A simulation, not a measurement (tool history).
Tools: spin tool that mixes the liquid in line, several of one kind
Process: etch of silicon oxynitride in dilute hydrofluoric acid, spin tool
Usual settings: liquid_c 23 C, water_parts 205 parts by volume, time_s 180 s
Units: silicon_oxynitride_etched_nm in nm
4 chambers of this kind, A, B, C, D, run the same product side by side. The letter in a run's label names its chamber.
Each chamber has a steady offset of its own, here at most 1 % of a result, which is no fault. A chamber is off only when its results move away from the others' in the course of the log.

run	hour	liquid_c	water_parts	time_s	hours since the thermometer was replaced	hours since the hydrofluoric acid flow meter was replaced	read-back film thickness of the silicon oxynitride reference wafer, read on the same gauge (nm)	silicon_oxynitride_etched_nm
1C	3.3	23	205	180	772.1	1079.5	80.02	1.5472
2A	5.7	23	205	180	940.1	351.5	79.958	1.6015
3D	9.3	23	205	180	1148.2	497.9	80.012	1.5466
4B	11.4	23	205	180	312	39.7	80.02	1.5139
5A	15.2	23	205	180	949.6	361	80.025	1.5854
6B	18.4	23	205	180	319	46.7	79.994	1.5583
7C	21.7	23	205	180	790.5	1097.9	80.027	1.6019
8D	24.3	23	205	180	1163.2	512.9	80.004	1.6511
9C	26.7	23	295	120	795.5	1102.9	80.023	0.66779
10D	30.9	23	295	120	1169.8	519.5	79.988	0.65468
11B	35	23	295	120	335.6	63.3	79.967	0.68449
12A	38.1	23	295	120	972.5	383.9	80.002	0.6659
13A	40.9	23	205	180	975.3	386.7	79.991	1.4658
14C	43.4	23	205	180	812.2	1119.6	80.016	1.4993
15D	45.6	23	205	180	1184.5	534.2	80.003	1.5688
16B	50.2	18.5	205	85	350.8	78.5	80.004	0.5961
17A	54	18.5	205	85	988.4	399.8	79.956	0.58461
18C	57.7	18.5	205	85	826.5	1133.9	80.035	0.58661
19D	62.2	18.5	205	85	1201.1	550.8	80.008	0.5863
20B	66.2	23	205	180	366.8	94.5	80.007	1.5834
21B	68.5	23	205	180	369.1	96.8	79.999	1.4982
22C	71.2	23	205	180	840	1147.4	79.993	1.6021
23A	75.6	23	205	180	1010	421.4	80.016	1.5459
24D	80	23	205	180	1218.9	568.6	80.022	1.589
25D	84.3	23	205	180	1223.2	572.9	80.005	1.54
26B	88	23	205	180	388.6	116.3	80.004	1.5474
27A	92.4	23	205	180	1026.8	438.2	79.985	1.5069
# hour 94.7: chamber D: hydrofluoric acid flow meter replaced
28C	97	23	205	180	865.8	1173.2	80.028	1.5277
29B	99.7	23	205	180	400.3	128	79.984	1.4563
30D	103.7	23	205	180	1242.6	9.1	79.982	1.4732
31A	106	23	205	255	1040.4	451.8	80.017	2.1447

All 4 chambers run these settings next. Forecast each chamber's results:
32A	109.5	23	205	180				?
32B	109.5	23	205	180				?
32C	109.5	23	205	180				?
32D	109.5	23	205	180				?

run	silicon_oxynitride_etched_nm
32A	1.59
32B	1.541
32C	1.559
32D	1.5217
